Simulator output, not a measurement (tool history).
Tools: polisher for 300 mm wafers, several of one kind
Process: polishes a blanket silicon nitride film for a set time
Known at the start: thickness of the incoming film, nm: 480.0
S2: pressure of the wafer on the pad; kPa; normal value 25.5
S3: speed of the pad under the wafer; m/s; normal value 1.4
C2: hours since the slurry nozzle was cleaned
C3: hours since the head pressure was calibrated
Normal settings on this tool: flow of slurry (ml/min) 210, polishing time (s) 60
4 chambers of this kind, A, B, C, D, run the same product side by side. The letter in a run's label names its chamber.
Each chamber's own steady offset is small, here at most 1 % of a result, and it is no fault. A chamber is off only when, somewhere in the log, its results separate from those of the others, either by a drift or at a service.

{"run": "1B", "hour": 6.4, "flow of slurry (ml/min)": 210, "S2": 25.5, "S3": 1.4, "polishing time (s)": 60, "wafers polished on this pad": 1034, "C2": 28.1, "C3": 852.8, "film removed (angstrom)": 1611.4}
{"hour": 11.8, "done": "chamber C: worn pad replaced by a new one"}
{"run": "2D", "hour": 14.4, "flow of slurry (ml/min)": 210, "S2": 25.5, "S3": 1.4, "polishing time (s)": 60, "wafers polished on this pad": 160, "C2": 268.3, "C3": 848.5, "film removed (angstrom)": 1612.6}
{"run": "3C", "hour": 25.0, "flow of slurry (ml/min)": 210, "S2": 25.5, "S3": 1.4, "polishing time (s)": 60, "wafers polished on this pad": 114, "C2": 322.5, "C3": 285.9, "film removed (angstrom)": 1582.7}
{"run": "4A", "hour": 33.2, "flow of slurry (ml/min)": 210, "S2": 25.5, "S3": 1.4, "polishing time (s)": 60, "wafers polished on this pad": 486, "C2": 491.7, "C3": 547.7, "film removed (angstrom)": 1591.5}
{"hour": 38.6, "done": "chamber D: slurry nozzle cleaned"}
{"run": "5C", "hour": 41.8, "flow of slurry (ml/min)": 210, "S2": 25.5, "S3": 1.4, "polishing time (s)": 60, "wafers polished on this pad": 260, "C2": 339.3, "C3": 302.7, "film removed (angstrom)": 1592.7}
{"run": "6A", "hour": 48.1, "flow of slurry (ml/min)": 210, "S2": 25.5, "S3": 1.4, "polishing time (s)": 60, "wafers polished on this pad": 615, "C2": 506.6, "C3": 562.6, "film removed (angstrom)": 1578.1}
{"hour": 53.5, "done": "chamber D: worn pad replaced by a new one"}
{"run": "7B", "hour": 55.1, "flow of slurry (ml/min)": 270, "S2": 25.5, "S3": 1.12, "polishing time (s)": 60, "wafers polished on this pad": 1457, "C2": 76.8, "C3": 901.5, "film removed (angstrom)": 1366.5}
{"hour": 56.1, "done": "chamber B: worn pad replaced by a new one"}
{"run": "8D", "hour": 59.8, "flow of slurry (ml/min)": 270, "S2": 25.5, "S3": 1.12, "polishing time (s)": 60, "wafers polished on this pad": 55, "C2": 21.3, "C3": 893.9, "film removed (angstrom)": 1374.9}
{"run": "9A", "hour": 64.7, "flow of slurry (ml/min)": 270, "S2": 25.5, "S3": 1.12, "polishing time (s)": 60, "wafers polished on this pad": 760, "C2": 523.2, "C3": 579.2, "film removed (angstrom)": 1349.6}
{"run": "10C", "hour": 70.2, "flow of slurry (ml/min)": 270, "S2": 25.5, "S3": 1.12, "polishing time (s)": 60, "wafers polished on this pad": 507, "C2": 367.7, "C3": 331.1, "film removed (angstrom)": 1370.7}
{"run": "11D", "hour": 78.0, "flow of slurry (ml/min)": 210, "S2": 25.5, "S3": 1.4, "polishing time (s)": 60, "wafers polished on this pad": 213, "C2": 39.5, "C3": 912.1, "film removed (angstrom)": 1637.3}
{"hour": 84.5, "done": "chamber A: worn pad replaced by a new one"}
{"run": "12B", "hour": 86.2, "flow of slurry (ml/min)": 210, "S2": 25.5, "S3": 1.4, "polishing time (s)": 60, "wafers polished on this pad": 261, "C2": 107.9, "C3": 932.6, "film removed (angstrom)": 1610.3}
{"run": "13A", "hour": 94.3, "flow of slurry (ml/min)": 210, "S2": 25.5, "S3": 1.4, "polishing time (s)": 60, "wafers polished on this pad": 85, "C2": 552.8, "C3": 608.8, "film removed (angstrom)": 1578.8}
{"hour": 98.5, "done": "chamber C: slurry nozzle cleaned"}
{"run": "14B", "hour": 100.3, "flow of slurry (ml/min)": 210, "S2": 25.5, "S3": 1.4, "polishing time (s)": 60, "wafers polished on this pad": 384, "C2": 122, "C3": 946.7, "film removed (angstrom)": 1606}
{"hour": 100.7, "done": "chamber A: slurry nozzle cleaned"}
{"hour": 102.7, "done": "chamber A: head pressure recalibrated"}
{"run": "15D", "hour": 108.4, "flow of slurry (ml/min)": 210, "S2": 25.5, "S3": 1.4, "polishing time (s)": 60, "wafers polished on this pad": 477, "C2": 69.9, "C3": 942.5, "film removed (angstrom)": 1581.8}
{"run": "16C", "hour": 113.5, "flow of slurry (ml/min)": 210, "S2": 25.5, "S3": 1.4, "polishing time (s)": 60, "wafers polished on this pad": 883, "C2": 15, "C3": 374.4, "film removed (angstrom)": 1613}
{"hour": 118.3, "done": "chamber D: worn pad replaced by a new one"}
{"run": "17C", "hour": 120.3, "flow of slurry (ml/min)": 210, "S2": 25.5, "S3": 1.4, "polishing time (s)": 60, "wafers polished on this pad": 942, "C2": 21.8, "C3": 381.2, "film removed (angstrom)": 1569.7}
{"hour": 125.2, "done": "chamber B: head pressure recalibrated"}
{"run": "18D", "hour": 130.0, "flow of slurry (ml/min)": 210, "S2": 25.5, "S3": 1.4, "polishing time (s)": 60, "wafers polished on this pad": 102, "C2": 91.5, "C3": 964.1, "film removed (angstrom)": 1597.5}
{"run": "19B", "hour": 136.0, "flow of slurry (ml/min)": 210, "S2": 25.5, "S3": 1.4, "polishing time (s)": 60, "wafers polished on this pad": 694, "C2": 157.7, "C3": 10.8, "film removed (angstrom)": 1595.9}
{"hour": 141.3, "done": "chamber C: worn pad replaced by a new one"}
{"run": "20A", "hour": 146.6, "flow of slurry (ml/min)": 210, "S2": 25.5, "S3": 1.4, "polishing time (s)": 60, "wafers polished on this pad": 539, "C2": 45.9, "C3": 43.9, "film removed (angstrom)": 1708.7}
{"run": "21C", "hour": 157.2, "flow of slurry (ml/min)": 210, "S2": 25.5, "S3": 1.4, "polishing time (s)": 60, "wafers polished on this pad": 138, "C2": 58.7, "C3": 418.1, "film removed (angstrom)": 1590.5}
{"run": "22D", "hour": 163.8, "flow of slurry (ml/min)": 210, "S2": 25.5, "S3": 1.4, "polishing time (s)": 60, "wafers polished on this pad": 396, "C2": 125.3, "C3": 997.9, "film removed (angstrom)": 1582.7}
{"run": "23B", "hour": 171.1, "flow of slurry (ml/min)": 210, "S2": 25.5, "S3": 1.4, "polishing time (s)": 60, "wafers polished on this pad": 999, "C2": 192.8, "C3": 45.9, "film removed (angstrom)": 1614.1}
{"run": "24A", "hour": 177.9, "flow of slurry (ml/min)": 210, "S2": 25.5, "S3": 1.4, "polishing time (s)": 60, "wafers polished on this pad": 811, "C2": 77.2, "C3": 75.2, "film removed (angstrom)": 1704.6}
{"hour": 182.6, "done": "chamber D: worn pad replaced by a new one"}
{"run": "25C", "hour": 184.1, "flow of slurry (ml/min)": 210, "S2": 25.5, "S3": 1, "polishing time (s)": 60, "wafers polished on this pad": 372, "C2": 85.6, "C3": 445, "film removed (angstrom)": 1199.2}
{"hour": 185.2, "done": "chamber A: worn pad replaced by a new one"}
{"run": "26D", "hour": 189.7, "flow of slurry (ml/min)": 210, "S2": 25.5, "S3": 1, "polishing time (s)": 60, "wafers polished on this pad": 62, "C2": 151.2, "C3": 1023.8, "film removed (angstrom)": 1222.1}
{"run": "27B", "hour": 200.4, "flow of slurry (ml/min)": 210, "S2": 25.5, "S3": 1, "polishing time (s)": 60, "wafers polished on this pad": 1254, "C2": 222.1, "C3": 75.2, "film removed (angstrom)": 1210.7}
{"run": "28A", "hour": 210.3, "flow of slurry (ml/min)": 210, "S2": 25.5, "S3": 1, "polishing time (s)": 60, "wafers polished on this pad": 218, "C2": 109.6, "C3": 107.6, "film removed (angstrom)": 1306.6}

Has any chamber moved away from the others, gradually or after a service, or does the common gauge drift, or do the chambers differ only by their own small steady offsets? State the chamber and the most likely cause if one applies.

A service left chamber A off against the others.
Likeliest cause: head's pressure above its setpoint, % = 8.62.

Here are 4 candidates for chamber A's next run, each the usual settings with a change, their results left as question marks. Which one brings its results back in line with what the others give on the usual settings?
Counts as in line when no further than this from what the other chambers average on the usual settings: film removed (angstrom) 56
{"run": "29A-1", "hour": 218.1, "flow of slurry (ml/min)": 210, "S2": 26.9, "S3": 1.46, "polishing time (s)": 60, "film removed (angstrom)": "?"}
{"run": "29A-2", "hour": 218.1, "flow of slurry (ml/min)": 210, "S2": 25.5, "S3": 1.4, "polishing time (s)": 55, "film removed (angstrom)": "?"}
{"run": "29A-3", "hour": 218.1, "flow of slurry (ml/min)": 210, "S2": 24.1, "S3": 1.32, "polishing time (s)": 56, "film removed (angstrom)": "?"}
{"run": "29A-4", "hour": 218.1, "flow of slurry (ml/min)": 210, "S2": 25.5, "S3": 1.74, "polishing time (s)": 60, "film removed (angstrom)": "?"}

What the other chambers average on the usual settings: film removed (angstrom) 1586.5
run=29A-1 film_removed_(angstrom)=1882.4
run=29A-2 film_removed_(angstrom)=1583.9
run=29A-3 film_removed_(angstrom)=1456.2
run=29A-4 film_removed_(angstrom)=2058
29A-2 puts the chamber back in line with the other chambers.
